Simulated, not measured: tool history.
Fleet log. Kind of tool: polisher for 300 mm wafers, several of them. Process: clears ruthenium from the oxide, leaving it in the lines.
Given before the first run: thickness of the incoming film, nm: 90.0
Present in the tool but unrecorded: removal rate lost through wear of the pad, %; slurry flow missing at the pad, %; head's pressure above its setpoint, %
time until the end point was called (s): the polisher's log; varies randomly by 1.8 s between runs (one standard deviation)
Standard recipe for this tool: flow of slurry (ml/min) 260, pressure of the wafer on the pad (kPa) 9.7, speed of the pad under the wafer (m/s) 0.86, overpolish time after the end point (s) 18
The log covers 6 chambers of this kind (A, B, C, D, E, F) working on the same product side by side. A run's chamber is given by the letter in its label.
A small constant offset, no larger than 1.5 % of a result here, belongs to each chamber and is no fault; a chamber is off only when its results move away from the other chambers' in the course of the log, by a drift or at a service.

run,hour,flow of slurry (ml/min),pressure of the wafer on the pad (kPa),speed of the pad under the wafer (m/s),overpolish time after the end point (s),wafers polished on this pad,hours since the slurry nozzle was cleaned,hours since the head pressure was calibrated,time until the end point was called (s)
1B,9.1,260,9.7,0.86,18,523,419.1,401.3,110.35
# hour 14.5: chamber E: head pressure recalibrated
2F,16.3,260,9.7,0.86,18,477,71.2,170,111.56
# hour 19.6: chamber E: worn pad replaced by a new one
3C,22.2,260,9.7,0.86,18,1346,67.2,661.8,108.28
4D,27,260,9.7,0.86,18,674,550.8,385.8,114.74
# hour 27.6: chamber C: worn pad replaced by a new one
# hour 35.1: chamber B: head pressure recalibrated
5E,35.7,260,9.7,0.86,18,132,35.8,21.2,110.22
6A,42.5,260,11,0.86,18,474,410.8,163.3,97.262
7A,47.3,260,11,0.86,18,514,415.6,168.1,98.175
8D,56.2,260,11,0.86,18,914,580,415,94.429
9C,60.8,260,11,0.86,18,273,105.8,700.4,94.595
# hour 65: chamber B: worn pad replaced by a new one
10F,69.2,260,11,0.86,18,912,124.1,222.9,96.834
11E,77.8,260,11,0.86,18,478,77.9,63.3,96.866
# hour 83: chamber D: worn pad replaced by a new one
12B,83.5,260,9.7,0.86,18,152,493.5,48.4,107.82
# hour 83.6: chamber F: worn pad replaced by a new one
# hour 90.3: chamber A: worn pad replaced by a new one
13D,92.2,260,9.7,0.86,18,75,616,451,109.78
14E,96.6,260,9.7,0.86,18,632,96.7,82.1,112.37
15F,103.8,260,9.7,0.86,18,166,158.7,257.5,110.64
16A,111.6,260,9.7,0.86,18,175,479.9,232.4,110.49
17B,120.6,260,9.7,0.86,18,457,530.6,85.5,109.56
18C,126.5,260,9.7,0.86,18,813,171.5,766.1,107.59
19B,135,260,9.7,0.86,18,575,545,99.9,111.06
20C,142.2,260,9.7,0.86,18,942,187.2,781.8,111.02
21D,150.6,260,9.7,0.86,18,555,674.4,509.4,109.41
22F,159.1,260,9.7,0.86,18,620,214,312.8,109.56
# hour 162.8: chamber E: worn pad replaced by a new one
23A,166,260,13.1,0.86,22,622,534.3,286.8,82.584
24E,171.3,260,13.1,0.86,22,70,171.4,156.8,82.312
25A,176.5,260,13.1,0.86,22,708,544.8,297.3,79.379
# hour 176.9: chamber D: slurry nozzle cleaned
26C,181,260,13.1,0.86,22,1260,226,820.6,81.33
# hour 183.5: chamber B: worn pad replaced by a new one
27B,187.2,260,13.1,0.86,22,30,597.2,152.1,81.13
28E,193.7,260,13.1,0.86,22,254,193.8,179.2,81.594
# hour 193.9: chamber C: worn pad replaced by a new one
# hour 198.5: chamber D: worn pad replaced by a new one
29D,199.8,300,9.7,0.98,18,11,22.9,558.6,95.586
# hour 201.4: chamber F: head pressure recalibrated
30F,206.9,300,9.7,0.98,18,1013,261.8,5.6,96.809
# hour 213.9: chamber A: worn pad replaced by a new one
31C,215.3,300,9.7,0.98,18,176,260.3,854.9,95.564
32A,220.4,300,9.7,0.98,18,53,588.7,341.2,98.957
33B,229.8,300,9.7,0.98,18,381,639.8,194.7,96.015
# hour 239: chamber D: head pressure recalibrated
34F,239.3,300,9.7,0.98,18,1279,294.2,38,94.986
# hour 244.7: chamber F: worn pad replaced by a new one
35D,248.3,260,9.7,0.86,18,409,71.4,9.4,110.81
36E,255,260,9.7,0.86,18,757,255.1,240.5,109.38
37C,260.8,260,9.7,1.14,18,549,305.8,900.4,81.624
38F,268.8,260,9.7,1.14,18,198,323.7,67.5,83.052

For the next run the whole fleet of 6 chambers uses the same settings. Give each chamber's results:
39A,276.1,260,9.7,0.86,18,,,,?
39B,276.1,260,9.7,0.86,18,,,,?
39C,276.1,260,9.7,0.86,18,,,,?
39D,276.1,260,9.7,0.86,18,,,,?
39E,276.1,260,9.7,0.86,18,,,,?
39F,276.1,260,9.7,0.86,18,,,,?

run,time until the end point was called (s)
39A,114.94
39B,107.73
39C,107.17
39D,110.85
39E,109.09
39F,106.68
